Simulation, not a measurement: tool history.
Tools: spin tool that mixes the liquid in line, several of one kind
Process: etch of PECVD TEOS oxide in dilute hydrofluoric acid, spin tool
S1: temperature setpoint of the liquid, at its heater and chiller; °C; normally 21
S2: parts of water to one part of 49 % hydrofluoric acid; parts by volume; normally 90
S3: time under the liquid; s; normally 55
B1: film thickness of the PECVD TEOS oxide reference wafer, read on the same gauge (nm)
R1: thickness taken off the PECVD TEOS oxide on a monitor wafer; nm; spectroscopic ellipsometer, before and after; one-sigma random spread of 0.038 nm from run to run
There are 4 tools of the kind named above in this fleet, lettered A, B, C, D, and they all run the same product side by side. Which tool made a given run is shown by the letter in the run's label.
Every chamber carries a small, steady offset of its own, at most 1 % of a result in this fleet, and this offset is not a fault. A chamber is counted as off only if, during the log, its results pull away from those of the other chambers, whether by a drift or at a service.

run,hour,S1,S2,S3,B1,R1
1C,2.9,21,90,55,130,5.1399
2A,6.5,21,90,55,130.03,5.091
3B,10.9,21,90,55,129.98,4.9979
4D,15.4,21,90,55,129.96,4.974
5C,19.1,21,90,55,130.01,5.1302
6A,23.4,21,90,55,129.94,5.1377
7D,27,21,90,55,130.02,5.0298
8B,30.1,23,70,55,129.99,7.2346
9C,33.1,23,70,55,129.98,7.3833
10D,36.9,23,70,55,129.93,7.1154
11A,40.8,23,70,55,130.04,7.2774
12B,44,21,90,55,130.02,5.1563
13A,46.8,21,90,55,129.99,5.0919
14D,51,21,90,55,129.96,5.0033
15C,53.5,24.5,120,55,129.97,4.249
16B,57.3,24.5,120,55,129.97,4.358
17A,60.2,24.5,120,55,129.95,4.2726
18D,63.3,24.5,120,55,129.95,4.2244
# hour 63.5: chamber C: hydrofluoric acid flow meter replaced
19C,66.5,21,90,55,130.01,5.0825
20B,71,21,90,55,130.02,5.2484
21B,74.8,21,90,55,130,5.2668
22A,77.1,21,90,55,130.08,5.0934
23D,80.8,21,90,55,130,5.0228
24C,83.6,21,90,55,129.99,5.1497
25C,87.1,21,90,55,130.03,5.0664
26B,90.5,21,90,55,129.98,5.3663
27D,94.1,21,90,55,129.98,5.0088
28A,96.8,21,90,55,129.98,5.0678
29D,101.2,21,90,55,129.98,4.9788
30B,105.2,21,50,25,130.02,4.5774
31A,109.7,21,50,25,130.04,4.2874
32C,113.1,21,50,25,129.95,4.3585

Decide between three cases: one chamber stands off from its peers, the gauge reading all wafers drifts, or nothing is wrong past each chamber's small offset. Where a chamber is off, say which and what most likely put it there.

It is chamber B that slowly wanders off from its peers.
What lies behind it: liquid hotter than its thermometer reads (K) = 1.94.
From this log alone, it may not be told apart from: hydrofluoric acid flow above the setpoint (%).

Which of the 4 candidates below, each the usual settings with something changed and its results left as question marks, puts chamber B back in line with what the other chambers give on the usual settings?
Counts as in line when no further than this from what the other chambers average on the usual settings: R1 0.13 nm
33B-1,116.5,19,90,55,,?
33B-2,116.5,20.5,90,55,,?
33B-3,116.5,23,90,55,,?
33B-4,116.5,21.5,90,55,,?

Usual-settings mean across the other chambers: R1 5.0805 nm
run,R1
33B-1,5.0128
33B-2,5.3263
33B-3,5.8796
33B-4,5.543
33B-1 is the one that brings the chamber's results back in line with the other chambers.
